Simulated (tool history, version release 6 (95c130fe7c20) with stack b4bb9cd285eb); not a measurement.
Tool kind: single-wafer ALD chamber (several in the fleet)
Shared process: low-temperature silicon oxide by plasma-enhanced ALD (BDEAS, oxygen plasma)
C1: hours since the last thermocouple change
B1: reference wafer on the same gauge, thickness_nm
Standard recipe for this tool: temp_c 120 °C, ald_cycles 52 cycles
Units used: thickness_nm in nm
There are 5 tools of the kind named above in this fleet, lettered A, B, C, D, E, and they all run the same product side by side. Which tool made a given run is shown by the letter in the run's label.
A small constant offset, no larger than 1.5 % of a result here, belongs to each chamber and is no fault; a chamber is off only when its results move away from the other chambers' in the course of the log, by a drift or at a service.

Run 1B, hour 5.6: usual settings; C1 183.1; B1 8.0999. Result: thickness_nm 7.2314 nm.
Run 2D, hour 8.5: usual settings; C1 2073.0; B1 8.0948. Result: thickness_nm 7.1440 nm.
Run 3E, hour 13.9: usual settings; C1 841.8; B1 8.0964. Result: thickness_nm 7.1149 nm.
Run 4C, hour 20.5: usual settings; C1 2161.3; B1 8.0968. Result: thickness_nm 7.1325 nm.
Run 5A, hour 26.0: usual settings; C1 658.9; B1 8.0940. Result: thickness_nm 7.0737 nm.
Run 6E, hour 30.7: usual settings; C1 858.6; B1 8.0943. Result: thickness_nm 7.1253 nm.
Run 7B, hour 35.6: usual settings; C1 213.1; B1 8.0930. Result: thickness_nm 7.2146 nm.
Run 8C, hour 40.5: usual settings; C1 2181.3; B1 8.0919. Result: thickness_nm 7.1089 nm.
Run 9D, hour 46.2: usual settings; C1 2110.7; B1 8.0878. Result: thickness_nm 7.1529 nm.
Run 10A, hour 52.4: usual settings; C1 685.3; B1 8.0867. Result: thickness_nm 7.0944 nm.
Run 11D, hour 57.6: usual settings but ald_cycles 45 cycles; C1 2122.1; B1 8.0865. Result: thickness_nm 6.1547 nm.
Run 12B, hour 60.6: usual settings but ald_cycles 45 cycles; C1 238.1; B1 8.0864. Result: thickness_nm 6.2506 nm.
Run 13C, hour 65.9: usual settings but ald_cycles 45 cycles; C1 2206.7; B1 8.0843. Result: thickness_nm 6.1445 nm.
Run 14A, hour 69.1: usual settings but ald_cycles 45 cycles; C1 702.0; B1 8.0837. Result: thickness_nm 6.1144 nm.
Run 15E, hour 73.9: usual settings but ald_cycles 45 cycles; C1 901.8; B1 8.0855. Result: thickness_nm 6.1482 nm.
Run 16D, hour 80.2: usual settings; C1 2144.7; B1 8.0788. Result: thickness_nm 7.1238 nm.
Run 17A, hour 83.6: usual settings; C1 716.5; B1 8.0783. Result: thickness_nm 7.0669 nm.
Run 18B, hour 90.2: usual settings; C1 267.7; B1 8.0781. Result: thickness_nm 7.2019 nm.
Run 19E, hour 94.8: usual settings; C1 922.7; B1 8.0766. Result: thickness_nm 7.1147 nm.
Run 20C, hour 97.7: usual settings; C1 2238.5; B1 8.0775. Result: thickness_nm 7.0803 nm.
Run 21E, hour 100.9: usual settings; C1 928.8; B1 8.0750. Result: thickness_nm 7.1025 nm.
Run 22A, hour 104.9: usual settings; C1 737.8; B1 8.0770. Result: thickness_nm 7.0491 nm.
Run 23B, hour 110.5: usual settings but temp_c 133 °C, ald_cycles 45 cycles; C1 288.0; B1 8.0756. Result: thickness_nm 6.0904 nm.
Run 24C, hour 114.7: usual settings but temp_c 133 °C, ald_cycles 45 cycles; C1 2255.5; B1 8.0725. Result: thickness_nm 5.9794 nm.
Run 25D, hour 118.5: usual settings but temp_c 133 °C, ald_cycles 45 cycles; C1 2183.0; B1 8.0747. Result: thickness_nm 6.0047 nm.
Run 26A, hour 124.7: usual settings but temp_c 133 °C, ald_cycles 45 cycles; C1 757.6; B1 8.0682. Result: thickness_nm 5.9730 nm.
Run 27B, hour 128.4: usual settings but temp_c 133 °C, ald_cycles 45 cycles; C1 305.9; B1 8.0681. Result: thickness_nm 6.0840 nm.
Run 28C, hour 134.7: usual settings; C1 2275.5; B1 8.0631. Result: thickness_nm 7.0959 nm.
Run 29D, hour 138.9: usual settings but temp_c 115 °C; C1 2203.4; B1 8.0663. Result: thickness_nm 7.1882 nm.
Run 30E, hour 143.9: usual settings but temp_c 115 °C; C1 971.8; B1 8.0613. Result: thickness_nm 7.1591 nm.
Run 31D, hour 148.3: usual settings but temp_c 115 °C; C1 2212.8; B1 8.0642. Result: thickness_nm 7.1724 nm.
Run 32C, hour 152.6: usual settings but temp_c 115 °C; C1 2293.4; B1 8.0623. Result: thickness_nm 7.1611 nm.
Run 33A, hour 156.5: usual settings but temp_c 115 °C; C1 789.4; B1 8.0622. Result: thickness_nm 7.1179 nm.
Run 34E, hour 162.4: usual settings; C1 990.3; B1 8.0623. Result: thickness_nm 7.0895 nm.
Run 35B, hour 166.7: usual settings; C1 344.2; B1 8.0597. Result: thickness_nm 7.1986 nm.
Run 36E, hour 171.7: usual settings; C1 999.6; B1 8.0595. Result: thickness_nm 7.0832 nm.
Run 37A, hour 176.0: usual settings but temp_c 115 °C, ald_cycles 47 cycles; C1 808.9; B1 8.0565. Result: thickness_nm 6.4254 nm.
Run 38B, hour 181.8: usual settings but temp_c 115 °C, ald_cycles 47 cycles; C1 359.3; B1 8.0559. Result: thickness_nm 6.5469 nm.
Run 39D, hour 186.3: usual settings but temp_c 115 °C, ald_cycles 47 cycles; C1 2250.8; B1 8.0570. Result: thickness_nm 6.4908 nm.
Run 40C, hour 191.7: usual settings but temp_c 115 °C, ald_cycles 47 cycles; C1 2332.5; B1 8.0549. Result: thickness_nm 6.4703 nm.

Predict what each chamber gives when all 5 of them run the settings below next.
Run 41A, hour 196.4: usual settings but temp_c 125 °C. Result: thickness_nm ?.
Run 41B, hour 196.4: usual settings but temp_c 125 °C. Result: thickness_nm ?.
Run 41C, hour 196.4: usual settings but temp_c 125 °C. Result: thickness_nm ?.
Run 41D, hour 196.4: usual settings but temp_c 125 °C. Result: thickness_nm ?.
Run 41E, hour 196.4: usual settings but temp_c 125 °C. Result: thickness_nm ?.

run  thickness_nm
41A        6.9702
41B        7.1374
41C        7.0342
41D        7.0237
41E        7.0005
